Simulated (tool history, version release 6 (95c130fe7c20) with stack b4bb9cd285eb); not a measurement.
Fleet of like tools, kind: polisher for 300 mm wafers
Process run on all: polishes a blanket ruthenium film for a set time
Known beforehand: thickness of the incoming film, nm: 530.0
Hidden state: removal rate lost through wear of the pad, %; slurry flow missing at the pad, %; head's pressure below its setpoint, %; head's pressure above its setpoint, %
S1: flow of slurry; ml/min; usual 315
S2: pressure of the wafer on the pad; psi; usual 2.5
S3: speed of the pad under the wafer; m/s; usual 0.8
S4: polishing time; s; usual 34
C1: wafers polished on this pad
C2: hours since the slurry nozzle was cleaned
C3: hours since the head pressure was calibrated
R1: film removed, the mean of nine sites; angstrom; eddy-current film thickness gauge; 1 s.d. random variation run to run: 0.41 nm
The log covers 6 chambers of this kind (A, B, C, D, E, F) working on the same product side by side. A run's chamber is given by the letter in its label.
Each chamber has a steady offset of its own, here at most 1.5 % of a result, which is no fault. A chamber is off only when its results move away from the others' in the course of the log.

At day 0.321: chamber D: worn pad replaced by a new one.
Run 1F, day 0.554: usual settings; C1 719; C2 82.8; C3 629.8. Result: R1 452.72 angstrom.
Run 2C, day 0.854: usual settings; C1 987; C2 536.4; C3 833.3. Result: R1 448.04 angstrom.
At day 0.862: chamber A: worn pad replaced by a new one.
At day 1.221: chamber B: worn pad replaced by a new one.
Run 3A, day 1.333: usual settings; C1 165; C2 178.6; C3 315.9. Result: R1 459.77 angstrom.
At day 1.633: chamber C: worn pad replaced by a new one.
Run 4D, day 1.708: usual settings; C1 487; C2 213.4; C3 1224.2. Result: R1 448.26 angstrom.
At day 1.738: chamber E: head pressure recalibrated.
Run 5E, day 2.042: usual settings; C1 1078; C2 519.6; C3 7.3. Result: R1 446.38 angstrom.
At day 2.396: chamber E: worn pad replaced by a new one.
Run 6B, day 2.471: usual settings but S2 1.7 psi; C1 440; C2 374.4; C3 297.4. Result: R1 307.04 angstrom.
Run 7D, day 2.85: usual settings but S2 1.7 psi; C1 888; C2 240.8; C3 1251.6. Result: R1 302.89 angstrom.
Run 8F, day 3.329: usual settings but S2 1.7 psi; C1 1693; C2 149.4; C3 696.4. Result: R1 302.29 angstrom.
At day 3.425: chamber B: slurry nozzle cleaned.
Run 9E, day 3.829: usual settings but S2 1.7 psi; C1 504; C2 562.5; C3 50.2. Result: R1 303.28 angstrom.
At day 4.054: chamber B: worn pad replaced by a new one.
At day 4.062: chamber D: head pressure recalibrated.
Run 10B, day 4.088: usual settings but S2 1.7 psi; C1 11; C2 15.9; C3 336.2. Result: R1 305.82 angstrom.
At day 4.146: chamber D: worn pad replaced by a new one.
At day 4.633: chamber F: slurry nozzle cleaned.
Run 11A, day 4.646: usual settings but S2 1.7 psi; C1 1328; C2 258.1; C3 395.4. Result: R1 314.93 angstrom.
Run 12C, day 4.988: usual settings but S4 41 s; C1 1179; C2 635.6; C3 932.5. Result: R1 546.18 angstrom.
At day 5.1: chamber C: worn pad replaced by a new one.
Run 13F, day 5.542: usual settings but S4 41 s; C1 2470; C2 21.8; C3 749.5. Result: R1 543.28 angstrom.
At day 5.638: chamber A: worn pad replaced by a new one.
At day 5.75: chamber E: worn pad replaced by a new one.
Run 14A, day 5.788: usual settings but S4 41 s; C1 53; C2 285.5; C3 422.8. Result: R1 550.3 angstrom.
Run 15D, day 6.15: usual settings but S4 41 s; C1 704; C2 320; C3 50.1. Result: R1 544.65 angstrom.
Run 16C, day 6.708: usual settings but S4 41 s; C1 565; C2 676.9; C3 973.8. Result: R1 536.59 angstrom.
At day 7.021: chamber B: worn pad replaced by a new one.
Run 17E, day 7.075: usual settings but S4 41 s; C1 466; C2 640.4; C3 128.1. Result: R1 542.58 angstrom.
Run 18B, day 7.508: usual settings; C1 171; C2 98; C3 418.3. Result: R1 440.48 angstrom.
At day 7.767: chamber D: worn pad replaced by a new one.
Run 19C, day 7.95: usual settings; C1 1001; C2 706.7; C3 1003.6. Result: R1 444.42 angstrom.
At day 8.279: chamber A: head pressure recalibrated.
Run 20F, day 8.396: usual settings; C1 3472; C2 90.3; C3 818. Result: R1 440.1 angstrom.
At day 8.504: chamber C: worn pad replaced by a new one.
At day 8.662: chamber E: worn pad replaced by a new one.
At day 8.688: chamber C: head pressure recalibrated.
Run 21A, day 8.775: usual settings but S2 1.9 psi, S4 29 s; C1 1102; C2 357.2; C3 12. Result: R1 296.91 angstrom.
Run 22B, day 9.079: usual settings but S2 1.9 psi, S4 29 s; C1 723; C2 135.7; C3 456. Result: R1 291.25 angstrom.
At day 9.396: chamber E: slurry nozzle cleaned.
Run 23E, day 9.508: usual settings but S2 1.9 psi, S4 29 s; C1 297; C2 2.7; C3 186.5. Result: R1 296.93 angstrom.
At day 9.721: chamber A: worn pad replaced by a new one.
Run 24D, day 9.871: usual settings but S2 1.9 psi, S4 29 s; C1 739; C2 409.3; C3 139.4. Result: R1 286.55 angstrom.
Run 25C, day 10.196: usual settings but S2 1.9 psi, S4 29 s; C1 594; C2 760.6; C3 36.3. Result: R1 290.55 angstrom.
At day 10.267: chamber B: worn pad replaced by a new one.
At day 10.512: chamber C: slurry nozzle cleaned.
Run 26B, day 10.679: usual settings but S2 1.9 psi, S4 29 s; C1 145; C2 174.1; C3 494.4. Result: R1 289.54 angstrom.
Run 27E, day 11.083: usual settings; C1 850; C2 40.5; C3 224.3. Result: R1 442.97 angstrom.
At day 11.133: chamber D: worn pad replaced by a new one.
At day 11.508: chamber C: worn pad replaced by a new one.
Run 28F, day 11.517: usual settings; C1 4568; C2 165.2; C3 892.9. Result: R1 431.29 angstrom.
Run 29D, day 11.804: usual settings but S1 365 ml/min, S3 0.88 m/s; C1 236; C2 455.7; C3 185.8. Result: R1 500.33 angstrom.
At day 12.212: chamber E: worn pad replaced by a new one.
At day 12.267: chamber F: slurry nozzle cleaned.
Run 30A, day 12.296: usual settings but S1 365 ml/min, S3 0.88 m/s; C1 905; C2 441.7; C3 96.5. Result: R1 518.28 angstrom.
Run 31D, day 12.779: usual settings but S1 365 ml/min, S3 0.88 m/s; C1 578; C2 479.1; C3 209.2. Result: R1 512.17 angstrom.
Run 32F, day 13.029: usual settings but S1 365 ml/min, S3 0.88 m/s; C1 5099; C2 18.3; C3 929.2. Result: R1 474.15 angstrom.
Run 33A, day 13.521: usual settings but S1 365 ml/min, S3 0.88 m/s; C1 1335; C2 471.1; C3 125.9. Result: R1 514.67 angstrom.
Run 34C, day 13.804: usual settings but S1 365 ml/min, S3 0.88 m/s; C1 807; C2 79.1; C3 122.9. Result: R1 506.87 angstrom.
At day 14.046: chamber B: worn pad replaced by a new one.
Run 35B, day 14.296: usual settings; C1 88; C2 260.9; C3 581.2. Result: R1 446.92 angstrom.
At day 14.608: chamber A: worn pad replaced by a new one.
Run 36E, day 14.683: usual settings; C1 867; C2 126.9; C3 310.7. Result: R1 451.27 angstrom.
At day 14.758: chamber D: worn pad replaced by a new one.
Run 37C, day 15.096: usual settings; C1 1260; C2 110.1; C3 153.9. Result: R1 451.92 angstrom.
Run 38A, day 15.446: usual settings; C1 295; C2 517.3; C3 172.1. Result: R1 459.09 angstrom.
Run 39D, day 15.917: usual settings; C1 407; C2 554.4; C3 284.5. Result: R1 444.96 angstrom.
Run 40F, day 16.233: usual settings; C1 6224; C2 95.2; C3 1006.1. Result: R1 403.79 angstrom.
Run 41B, day 16.638: usual settings; C1 910; C2 317.1; C3 637.4. Result: R1 452 angstrom.

Decide between three cases: one chamber stands off from its peers, the gauge reading all wafers drifts, or nothing is wrong past each chamber's small offset. Where a chamber is off, say which and what most likely put it there.

Chamber F drifts away from the others.
Likeliest cause: removal rate lost through wear of the pad, % = 9.17.
The log might look much the same if the cause were instead: head's pressure below its setpoint, %.

Here are 4 candidates for chamber F's next run, each the usual settings with a change, their results left as question marks. Which one brings its results back in line with what the others give on the usual settings?
Maximum distance from the other chambers' mean on the usual settings for a result to count as in line: R1 14 angstrom
Run 42F-1, day 17.042: usual settings but S2 2.4 psi, S3 0.78 m/s, S4 33 s. Result: R1 ?.
Run 42F-2, day 17.042: usual settings but S2 2.6 psi, S3 0.84 m/s. Result: R1 ?.
Run 42F-3, day 17.042: usual settings but S3 0.78 m/s. Result: R1 ?.
Run 42F-4, day 17.042: usual settings but S2 2.6 psi. Result: R1 ?.

Usual-settings mean across the other chambers: R1 450.03 angstrom
  run      R1
42F-1  369.54
42F-2  444.08
42F-3  396.77
42F-4  423.23
Change 42F-2 lands the chamber within the allowed miss of the other chambers.
